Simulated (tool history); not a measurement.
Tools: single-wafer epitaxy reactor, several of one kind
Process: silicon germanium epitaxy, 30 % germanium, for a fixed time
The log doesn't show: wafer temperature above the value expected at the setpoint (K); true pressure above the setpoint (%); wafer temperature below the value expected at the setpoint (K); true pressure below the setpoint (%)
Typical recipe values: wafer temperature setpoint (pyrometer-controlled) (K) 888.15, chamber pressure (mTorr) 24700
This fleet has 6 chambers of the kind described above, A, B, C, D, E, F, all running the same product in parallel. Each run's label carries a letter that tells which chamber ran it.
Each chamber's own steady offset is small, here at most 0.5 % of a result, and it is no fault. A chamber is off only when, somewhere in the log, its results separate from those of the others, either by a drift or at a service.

run     day  wafer temperature setpoint (pyrometer-controlled) (K)  chamber pressure (mTorr)  hours since the last pyrometer calibration  hours since the last manometer calibration  read-back reference wafer on the same gauge, thickness_nm  mean film thickness on the monitor wafer (angstrom)
 1F   0.333                                                 888.15                     24700                                       433.0                                      1188.0                                                     72.082                                               840.66
 2A   0.700                                                 888.15                     24700                                       422.0                                      2576.7                                                     72.140                                               842.48
      0.829  -- chamber F: capacitance manometer re-zeroed and calibrated
 3D   0.917                                                 888.15                     24700                                       405.5                                      1934.6                                                     72.109                                               840.12
 4B   1.196                                                 888.15                     24700                                       795.1                                      3135.6                                                     72.115                                               835.92
 5C   1.479                                                 888.15                     24700                                      1536.1                                        65.9                                                     72.083                                               835.30
      1.492  -- chamber B: capacitance manometer re-zeroed and calibrated
 6E   1.842                                                 888.15                     24700                                      1931.8                                       483.7                                                     72.056                                               841.14
 7B   2.262                                                 876.15                     24700                                       820.7                                        18.6                                                     72.131                                               680.39
 8A   2.704                                                 876.15                     24700                                       470.1                                      2624.8                                                     72.089                                               678.66
 9E   3.092                                                 876.15                     24700                                      1961.8                                       513.7                                                     72.106                                               679.24
10D   3.442                                                 876.15                     24700                                       466.1                                      1995.2                                                     72.082                                               675.29
11F   3.892                                                 876.15                     24700                                       518.4                                        73.6                                                     72.059                                               677.69
12C   4.354                                                 876.15                     24700                                      1605.1                                       134.9                                                     72.083                                               677.07
13B   4.633                                                 888.15                     24700                                       877.6                                        75.5                                                     72.111                                               841.58
14F   5.021                                                 888.15                     24700                                       545.5                                       100.7                                                     72.123                                               838.49
15C   5.383                                                 888.15                     24700                                      1629.8                                       159.6                                                     72.099                                               835.07
16E   5.812                                                 888.15                     24700                                      2027.1                                       579.0                                                     72.136                                               841.22
17A   6.079                                                 888.15                     24700                                       551.1                                      2705.8                                                     72.124                                               841.51
18D   6.371                                                 881.15                     27800                                       536.4                                      2065.5                                                     72.105                                               777.82
19D   6.762                                                 881.15                     27800                                       545.8                                      2074.9                                                     72.121                                               776.79
20B   7.138                                                 881.15                     27800                                       937.7                                       135.6                                                     72.096                                               780.16
21E   7.383                                                 881.15                     27800                                      2064.8                                       616.7                                                     72.105                                               777.68
22F   7.717                                                 881.15                     27800                                       610.2                                       165.4                                                     72.129                                               782.10
23C   7.983                                                 881.15                     27800                                      1692.2                                       222.0                                                     72.114                                               772.40
24A   8.346                                                 888.15                     24700                                       605.5                                      2760.2                                                     72.112                                               842.21
25D   8.725                                                 897.15                     19800                                       592.9                                      2122.0                                                     72.098                                               900.63
26A   9.108                                                 897.15                     19800                                       623.8                                      2778.5                                                     72.133                                               897.64
27F   9.492                                                 897.15                     19800                                       652.8                                       208.0                                                     72.098                                               901.15
      9.504  -- chamber C: pyrometer calibrated
28B   9.842                                                 897.15                     19800                                      1002.6                                       200.5                                                     72.088                                               897.99
29C  10.121                                                 897.15                     19800                                        14.8                                       273.3                                                     72.165                                               915.58
30E  10.538                                                 897.15                     19800                                      2140.5                                       692.4                                                     72.075                                               903.61
31F  10.983                                                 888.15                     24700                                       688.6                                       243.8                                                     72.106                                               841.54
32D  11.392                                                 888.15                     24700                                       656.9                                      2186.0                                                     72.082                                               839.60
33B  11.746                                                 888.15                     24700                                      1048.3                                       246.2                                                     72.077                                               841.00
34C  12.112                                                 888.15                     24700                                        62.6                                       321.1                                                     72.109                                               856.71
35E  12.504                                                 888.15                     24700                                      2187.7                                       739.6                                                     72.111                                               843.84
     12.762  -- chamber A: capacitance manometer re-zeroed and calibrated
36A  12.971                                                 888.15                     24700                                       716.5                                         5.1                                                     72.116                                               841.60
37B  13.429                                                 888.15                     24700                                      1088.7                                       286.6                                                     72.094                                               839.78
38C  13.825                                                 888.15                     24700                                       103.7                                       362.2                                                     72.133                                               857.27
39D  14.296                                                 888.15                     24700                                       726.6                                      2255.7                                                     72.103                                               840.84
40A  14.717                                                 888.15                     24700                                       758.4                                        47.0                                                     72.086                                               841.10

Next, all 6 chambers run the settings below, one line each with question marks for the results. What does each chamber give?
41A  15.058                                                 888.15                     20900                                                                                                                                                                                                       ?
41B  15.058                                                 888.15                     20900                                                                                                                                                                                                       ?
41C  15.058                                                 888.15                     20900                                                                                                                                                                                                       ?
41D  15.058                                                 888.15                     20900                                                                                                                                                                                                       ?
41E  15.058                                                 888.15                     20900                                                                                                                                                                                                       ?
41F  15.058                                                 888.15                     20900                                                                                                                                                                                                       ?

run  mean film thickness on the monitor wafer (angstrom)
41A                                               786.39
41B                                               784.70
41C                                               800.27
41D                                               782.93
41E                                               785.49
41F                                               787.66

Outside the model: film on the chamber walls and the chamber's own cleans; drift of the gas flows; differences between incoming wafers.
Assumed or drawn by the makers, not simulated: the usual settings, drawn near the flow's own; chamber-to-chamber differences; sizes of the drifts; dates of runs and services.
